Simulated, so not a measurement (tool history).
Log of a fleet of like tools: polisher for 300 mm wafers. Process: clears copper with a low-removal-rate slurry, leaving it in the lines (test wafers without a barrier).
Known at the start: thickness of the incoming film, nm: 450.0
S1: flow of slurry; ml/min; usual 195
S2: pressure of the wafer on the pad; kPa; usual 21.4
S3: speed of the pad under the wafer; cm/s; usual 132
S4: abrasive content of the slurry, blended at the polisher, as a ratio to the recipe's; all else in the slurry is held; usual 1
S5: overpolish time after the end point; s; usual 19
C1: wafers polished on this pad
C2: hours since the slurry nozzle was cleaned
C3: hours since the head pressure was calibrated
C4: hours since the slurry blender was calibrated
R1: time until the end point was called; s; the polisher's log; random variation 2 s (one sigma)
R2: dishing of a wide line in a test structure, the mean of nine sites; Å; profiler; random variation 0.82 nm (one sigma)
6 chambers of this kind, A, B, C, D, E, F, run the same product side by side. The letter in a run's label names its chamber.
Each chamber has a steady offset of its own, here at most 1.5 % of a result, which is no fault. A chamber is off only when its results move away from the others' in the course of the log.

{"run": "1B", "day": 0.417, "S1": 195, "S2": 21.4, "S3": 132, "S4": 1, "S5": 19, "C1": 556, "C2": 239.4, "C3": 843.2, "C4": 101.7, "R1": 124.62, "R2": 472.77}
{"day": 0.725, "done": "chamber D: worn pad replaced by a new one"}
{"run": "2E", "day": 0.738, "S1": 195, "S2": 21.4, "S3": 132, "S4": 1, "S5": 19, "C1": 382, "C2": 260.2, "C3": 555.5, "C4": 135.2, "R1": 126.14, "R2": 456.9}
{"run": "3C", "day": 0.988, "S1": 195, "S2": 21.4, "S3": 132, "S4": 1, "S5": 19, "C1": 578, "C2": 368.1, "C3": 229.1, "C4": 221.9, "R1": 123.79, "R2": 484.27}
{"day": 1.283, "done": "chamber F: worn pad replaced by a new one"}
{"day": 1.296, "done": "chamber E: worn pad replaced by a new one"}
{"run": "4F", "day": 1.4, "S1": 195, "S2": 21.4, "S3": 132, "S4": 1, "S5": 19, "C1": 23, "C2": 583.1, "C3": 501.1, "C4": 251.5, "R1": 123.11, "R2": 471.87}
{"day": 1.454, "done": "chamber C: slurry nozzle cleaned"}
{"day": 1.462, "done": "chamber B: slurry nozzle cleaned"}
{"run": "5A", "day": 1.829, "S1": 195, "S2": 21.4, "S3": 132, "S4": 1, "S5": 19, "C1": 419, "C2": 136.4, "C3": 220.6, "C4": 77.8, "R1": 125.73, "R2": 462.86}
{"day": 2.083, "done": "chamber F: slurry blender recalibrated"}
{"run": "6D", "day": 2.179, "S1": 195, "S2": 21.4, "S3": 132, "S4": 1, "S5": 19, "C1": 283, "C2": 285.4, "C3": 737, "C4": 159.4, "R1": 126.53, "R2": 463.23}
{"day": 2.338, "done": "chamber E: slurry nozzle cleaned"}
{"run": "7B", "day": 2.55, "S1": 195, "S2": 27.6, "S3": 132, "S4": 0.85, "S5": 19, "C1": 971, "C2": 26.2, "C3": 894.4, "C4": 152.9, "R1": 100.04, "R2": 578.55}
{"day": 2.908, "done": "chamber A: worn pad replaced by a new one"}
{"run": "8F", "day": 2.908, "S1": 195, "S2": 27.6, "S3": 132, "S4": 0.85, "S5": 19, "C1": 316, "C2": 619.3, "C3": 537.3, "C4": 19.8, "R1": 99.738, "R2": 573.51}
{"run": "9E", "day": 3.288, "S1": 195, "S2": 27.6, "S3": 132, "S4": 0.85, "S5": 19, "C1": 387, "C2": 22.9, "C3": 616.7, "C4": 196.4, "R1": 98.533, "R2": 553.63}
{"run": "10A", "day": 3.483, "S1": 195, "S2": 27.6, "S3": 132, "S4": 0.85, "S5": 19, "C1": 112, "C2": 176.1, "C3": 260.3, "C4": 117.5, "R1": 98.986, "R2": 557.64}
{"day": 3.717, "done": "chamber F: worn pad replaced by a new one"}
{"day": 3.867, "done": "chamber E: worn pad replaced by a new one"}
{"run": "11C", "day": 3.867, "S1": 195, "S2": 27.6, "S3": 132, "S4": 0.85, "S5": 19, "C1": 1138, "C2": 58, "C3": 298.2, "C4": 291, "R1": 101.41, "R2": 557.02}
{"run": "12D", "day": 4.246, "S1": 195, "S2": 27.6, "S3": 132, "S4": 0.85, "S5": 19, "C1": 685, "C2": 335, "C3": 786.6, "C4": 209, "R1": 100, "R2": 558.93}
{"day": 4.396, "done": "chamber C: slurry blender recalibrated"}
{"run": "13A", "day": 4.467, "S1": 195, "S2": 21.4, "S3": 132, "S4": 1, "S5": 19, "C1": 303, "C2": 199.7, "C3": 283.9, "C4": 141.1, "R1": 129.77, "R2": 472.22}
{"day": 4.821, "done": "chamber F: slurry nozzle cleaned"}
{"run": "14E", "day": 4.858, "S1": 195, "S2": 21.4, "S3": 132, "S4": 1, "S5": 19, "C1": 193, "C2": 60.6, "C3": 654.4, "C4": 234.1, "R1": 123.99, "R2": 468.5}
{"run": "15B", "day": 5.229, "S1": 195, "S2": 21.4, "S3": 132, "S4": 1, "S5": 19, "C1": 1493, "C2": 90.5, "C3": 958.7, "C4": 217.2, "R1": 126.07, "R2": 462.27}
{"run": "16F", "day": 5.508, "S1": 195, "S2": 21.4, "S3": 132, "S4": 1, "S5": 19, "C1": 349, "C2": 16.5, "C3": 599.7, "C4": 82.2, "R1": 126.79, "R2": 470.72}
{"day": 5.554, "done": "chamber C: worn pad replaced by a new one"}
{"run": "17C", "day": 5.767, "S1": 195, "S2": 21.4, "S3": 132, "S4": 1, "S5": 19, "C1": 42, "C2": 103.6, "C3": 343.8, "C4": 32.9, "R1": 129.86, "R2": 472.6}
{"run": "18D", "day": 5.958, "S1": 195, "S2": 21.4, "S3": 132, "S4": 1, "S5": 19, "C1": 1018, "C2": 376.1, "C3": 827.7, "C4": 250.1, "R1": 125.74, "R2": 451.64}
{"day": 6.121, "done": "chamber A: worn pad replaced by a new one"}
{"run": "19B", "day": 6.217, "S1": 195, "S2": 21.4, "S3": 132, "S4": 1, "S5": 19, "C1": 1685, "C2": 114.2, "C3": 982.4, "C4": 240.9, "R1": 126.44, "R2": 470.17}
{"day": 6.254, "done": "chamber E: worn pad replaced by a new one"}
{"day": 6.358, "done": "chamber F: worn pad replaced by a new one"}
{"run": "20D", "day": 6.408, "S1": 195, "S2": 21.4, "S3": 132, "S4": 1, "S5": 19, "C1": 1106, "C2": 386.9, "C3": 838.5, "C4": 260.9, "R1": 124.82, "R2": 458.31}
{"run": "21C", "day": 6.842, "S1": 195, "S2": 21.4, "S3": 132, "S4": 1, "S5": 19, "C1": 251, "C2": 129.4, "C3": 369.6, "C4": 58.7, "R1": 125.24, "R2": 465.26}
{"day": 7.021, "done": "chamber B: head pressure recalibrated"}
{"run": "22F", "day": 7.083, "S1": 195, "S2": 21.4, "S3": 132, "S4": 1, "S5": 19, "C1": 141, "C2": 54.3, "C3": 637.5, "C4": 120, "R1": 125.89, "R2": 466.69}
{"run": "23A", "day": 7.379, "S1": 195, "S2": 21.4, "S3": 132, "S4": 1, "S5": 19, "C1": 245, "C2": 269.6, "C3": 353.8, "C4": 211, "R1": 122.6, "R2": 465.34}
{"day": 7.396, "done": "chamber D: worn pad replaced by a new one"}
{"run": "24E", "day": 7.567, "S1": 195, "S2": 21.4, "S3": 132, "S4": 1, "S5": 19, "C1": 255, "C2": 125.6, "C3": 719.4, "C4": 299.1, "R1": 123.25, "R2": 470.11}
{"day": 7.588, "done": "chamber F: head pressure recalibrated"}
{"run": "25C", "day": 7.754, "S1": 195, "S2": 21.4, "S3": 132, "S4": 1, "S5": 19, "C1": 428, "C2": 151.3, "C3": 391.5, "C4": 80.6, "R1": 124.47, "R2": 480.88}
{"run": "26D", "day": 8.179, "S1": 195, "S2": 21.4, "S3": 132, "S4": 1, "S5": 19, "C1": 152, "C2": 429.4, "C3": 881, "C4": 303.4, "R1": 121.3, "R2": 456.59}
{"run": "27B", "day": 8.504, "S1": 195, "S2": 21.4, "S3": 132, "S4": 1, "S5": 19, "C1": 2130, "C2": 169.1, "C3": 35.6, "C4": 295.8, "R1": 129.61, "R2": 447.84}
{"day": 8.708, "done": "chamber E: worn pad replaced by a new one"}
{"day": 8.762, "done": "chamber F: worn pad replaced by a new one"}
{"run": "28A", "day": 8.917, "S1": 195, "S2": 21.4, "S3": 132, "S4": 1, "S5": 19, "C1": 544, "C2": 306.5, "C3": 390.7, "C4": 247.9, "R1": 126.22, "R2": 462.56}
{"run": "29E", "day": 9.233, "S1": 195, "S2": 21.4, "S3": 132, "S4": 1, "S5": 19, "C1": 102, "C2": 165.6, "C3": 759.4, "C4": 339.1, "R1": 123.3, "R2": 474.32}
{"day": 9.283, "done": "chamber A: worn pad replaced by a new one"}
{"run": "30F", "day": 9.621, "S1": 195, "S2": 21.4, "S3": 132, "S4": 1, "S5": 19, "C1": 167, "C2": 115.2, "C3": 48.8, "C4": 180.9, "R1": 123.01, "R2": 477}
{"run": "31C", "day": 9.846, "S1": 195, "S2": 21.4, "S3": 132, "S4": 1, "S5": 19, "C1": 835, "C2": 201.5, "C3": 441.7, "C4": 130.8, "R1": 122.66, "R2": 463.61}
{"run": "32B", "day": 10.058, "S1": 195, "S2": 21.4, "S3": 132, "S4": 1, "S5": 19, "C1": 2432, "C2": 206.4, "C3": 72.9, "C4": 333.1, "R1": 133.27, "R2": 428.04}
{"run": "33F", "day": 10.3, "S1": 195, "S2": 21.4, "S3": 132, "S4": 1, "S5": 19, "C1": 299, "C2": 131.5, "C3": 65.1, "C4": 197.2, "R1": 122.56, "R2": 466.87}
{"run": "34A", "day": 10.642, "S1": 195, "S2": 21.4, "S3": 132, "S4": 1, "S5": 19, "C1": 264, "C2": 347.9, "C3": 432.1, "C4": 289.3, "R1": 124.68, "R2": 472.89}
{"day": 10.725, "done": "chamber D: slurry blender recalibrated"}
{"run": "35D", "day": 10.858, "S1": 195, "S2": 21.4, "S3": 132, "S4": 1, "S5": 19, "C1": 673, "C2": 493.7, "C3": 945.3, "C4": 3.3, "R1": 127.25, "R2": 466.39}
{"day": 10.892, "done": "chamber B: slurry nozzle cleaned"}
{"run": "36E", "day": 11.088, "S1": 195, "S2": 21.4, "S3": 132, "S4": 1, "S5": 19, "C1": 463, "C2": 210.1, "C3": 803.9, "C4": 383.6, "R1": 127.1, "R2": 465}
{"day": 11.225, "done": "chamber E: worn pad replaced by a new one"}
{"day": 11.304, "done": "chamber F: worn pad replaced by a new one"}
{"run": "37C", "day": 11.404, "S1": 195, "S2": 21.4, "S3": 132, "S4": 1, "S5": 19, "C1": 1138, "C2": 238.9, "C3": 479.1, "C4": 168.2, "R1": 127.16, "R2": 461.02}
{"run": "38F", "day": 11.608, "S1": 195, "S2": 21.4, "S3": 132, "S4": 1, "S5": 19, "C1": 59, "C2": 162.9, "C3": 96.5, "C4": 228.6, "R1": 126.83, "R2": 467.77}
{"run": "39B", "day": 11.8, "S1": 195, "S2": 21.4, "S3": 132, "S4": 1, "S5": 19, "C1": 2771, "C2": 21.9, "C3": 114.7, "C4": 374.9, "R1": 140.93, "R2": 438.02}
{"run": "40D", "day": 12.183, "S1": 195, "S2": 21.4, "S3": 132, "S4": 1, "S5": 19, "C1": 931, "C2": 525.5, "C3": 977.1, "C4": 35.1, "R1": 123.14, "R2": 461.27}
{"run": "41A", "day": 12.488, "S1": 255, "S2": 21.4, "S3": 132, "S4": 1, "S5": 19, "C1": 623, "C2": 392.2, "C3": 476.4, "C4": 333.6, "R1": 118.18, "R2": 477.12}
{"run": "42E", "day": 12.683, "S1": 255, "S2": 21.4, "S3": 132, "S4": 1, "S5": 19, "C1": 284, "C2": 248.4, "C3": 842.2, "C4": 421.9, "R1": 119.5, "R2": 477.03}

Is one chamber off against the others, does the gauge drift, or is nothing wrong? If a chamber is off, say which, and what the likeliest cause is.

Chamber B drifts away from the others.
Cause: removal rate lost through wear of the pad, % = 11.

Here are 4 candidates for chamber B's next run, each the usual settings with a change, their results left as question marks. Which one brings its results back in line with what the others give on the usual settings?
In line means no further than this from the other chambers' mean on the usual settings: R1 6.9 s; R2 29 Å
{"run": "43B-1", "day": 12.996, "S1": 195, "S2": 22.8, "S3": 140, "S4": 1, "S5": 19, "R1": "?", "R2": "?"}
{"run": "43B-2", "day": 12.996, "S1": 190, "S2": 19.3, "S3": 118, "S4": 1, "S5": 19, "R1": "?", "R2": "?"}
{"run": "43B-3", "day": 12.996, "S1": 200, "S2": 23.4, "S3": 146, "S4": 1, "S5": 19, "R1": "?", "R2": "?"}
{"run": "43B-4", "day": 12.996, "S1": 195, "S2": 20, "S3": 124, "S4": 1, "S5": 19, "R1": "?", "R2": "?"}

The other chambers' mean on the usual settings: R1 124.97 s; R2 464.88 Å
run=43B-1 R1=124.3 R2=467.71
run=43B-2 R1=174.63 R2=346.46
run=43B-3 R1=115.28 R2=498.88
run=43B-4 R1=159.84 R2=374.88
43B-1 brings the chamber back in line.
